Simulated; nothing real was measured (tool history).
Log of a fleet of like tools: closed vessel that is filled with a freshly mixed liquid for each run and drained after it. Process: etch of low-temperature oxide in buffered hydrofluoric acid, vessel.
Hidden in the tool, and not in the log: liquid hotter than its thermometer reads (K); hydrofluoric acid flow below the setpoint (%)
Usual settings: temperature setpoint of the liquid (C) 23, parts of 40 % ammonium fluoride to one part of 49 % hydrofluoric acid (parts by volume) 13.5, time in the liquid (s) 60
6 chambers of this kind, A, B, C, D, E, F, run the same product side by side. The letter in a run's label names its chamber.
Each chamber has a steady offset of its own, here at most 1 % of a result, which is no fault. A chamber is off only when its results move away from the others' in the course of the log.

run	day	temperature setpoint of the liquid (C)	parts of 40 % ammonium fluoride to one part of 49 % hydrofluoric acid (parts by volume)	time in the liquid (s)	hours since the thermometer was replaced	hours since the hydrofluoric acid flow meter was replaced	read-back film thickness of the low-temperature oxide reference wafer, read on the same gauge (nm)	thickness taken off the low-temperature oxide on a monitor wafer (angstrom)
1E	0.121	23	13.5	60	1985.9	1157.9	29.986	1229.1
# day 0.254: chamber D: thermometer replaced
2A	0.288	23	13.5	60	72.7	357.8	30.011	1227.2
3F	0.404	23	13.5	60	141.3	1250	30.003	1259.4
4B	0.608	23	13.5	60	420.4	164.6	29.99	1253.9
5D	0.779	23	13.5	60	12.7	1031.4	30.015	1250.5
6C	0.908	23	13.5	60	565.3	538.1	30.023	1222.2
7A	1.096	23	13.5	60	92.1	377.2	29.996	1224
8B	1.279	23	13.5	60	436.5	180.7	29.99	1254.3
9D	1.438	23	13.5	60	28.5	1047.2	30.002	1231
10C	1.554	25.5	13.5	60	580.8	553.6	29.983	1385.8
11E	1.65	25.5	13.5	60	2022.6	1194.6	30.012	1405.9
# day 1.696: chamber C: hydrofluoric acid flow meter replaced
12F	1.742	25.5	13.5	60	173.4	1282.1	30.015	1433.9
13E	1.85	25.5	13.5	60	2027.4	1199.4	29.98	1419.4
14A	2	25.5	13.5	60	113.8	398.9	29.975	1424.6
15B	2.179	25.5	13.5	60	458.1	202.3	29.982	1418.2
16F	2.292	23	13.5	60	186.6	1295.3	30.003	1267.3
17C	2.392	23	13.5	60	600.9	16.7	29.985	1234.7
18D	2.508	23	13.5	60	54.2	1072.9	30.019	1251.5
19A	2.675	23	13.5	90	130	415.1	30.003	1837.6
20F	2.842	23	13.5	90	199.8	1308.5	30.015	1879.3
21E	2.958	23	13.5	90	2054	1226	30.014	1849.4
22D	3.088	23	13.5	90	68.1	1086.8	30.007	1863.7
23B	3.192	23	13.5	90	482.4	226.6	29.975	1834.7
24C	3.296	23	13.5	90	622.6	38.4	29.991	1855.1
25E	3.471	23	13.5	60	2066.3	1238.3	29.962	1230.7
26B	3.646	23	13.5	60	493.3	237.5	29.981	1234
27A	3.75	23	13.5	60	155.8	440.9	30.01	1225.8
28D	3.862	20.5	8	60	86.7	1105.4	29.989	1741.9
29F	4	20.5	8	60	227.6	1336.3	29.992	1773.5
30C	4.175	20.5	8	60	643.7	59.5	29.989	1723.4
31C	4.288	20.5	8	60	646.4	62.2	30.011	1720
32F	4.392	20.5	8	60	237	1345.7	29.988	1786.6
33E	4.596	20.5	8	60	2093.3	1265.3	30.016	1748.6
34B	4.692	23	11.5	90	518.4	262.6	30.005	2162.5
35D	4.892	23	11.5	90	111.4	1130.1	30.029	2169.2
36A	5.025	23	11.5	90	186.4	471.5	30.004	2150.7
37B	5.15	23	11.5	90	529.4	273.6	30.001	2171.4
# day 5.333: chamber E: hydrofluoric acid flow meter replaced
38F	5.354	23	11.5	90	260.1	1368.8	30.023	2179.4
39C	5.538	23	11.5	90	676.4	92.2	30.004	2142
40A	5.675	23	13.5	60	202	487.1	29.994	1230.3
41E	5.842	23	13.5	60	2123.2	12.2	30.007	1222.6

Next, every chamber runs the same settings. What will each give?
42A	5.992	23	13.5	35				?
42B	5.992	23	13.5	35				?
42C	5.992	23	13.5	35				?
42D	5.992	23	13.5	35				?
42E	5.992	23	13.5	35				?
42F	5.992	23	13.5	35				?

run	thickness taken off the low-temperature oxide on a monitor wafer (angstrom)
42A	717.28
42B	724.36
42C	718.7
42D	715.19
42E	720.81
42F	727.02
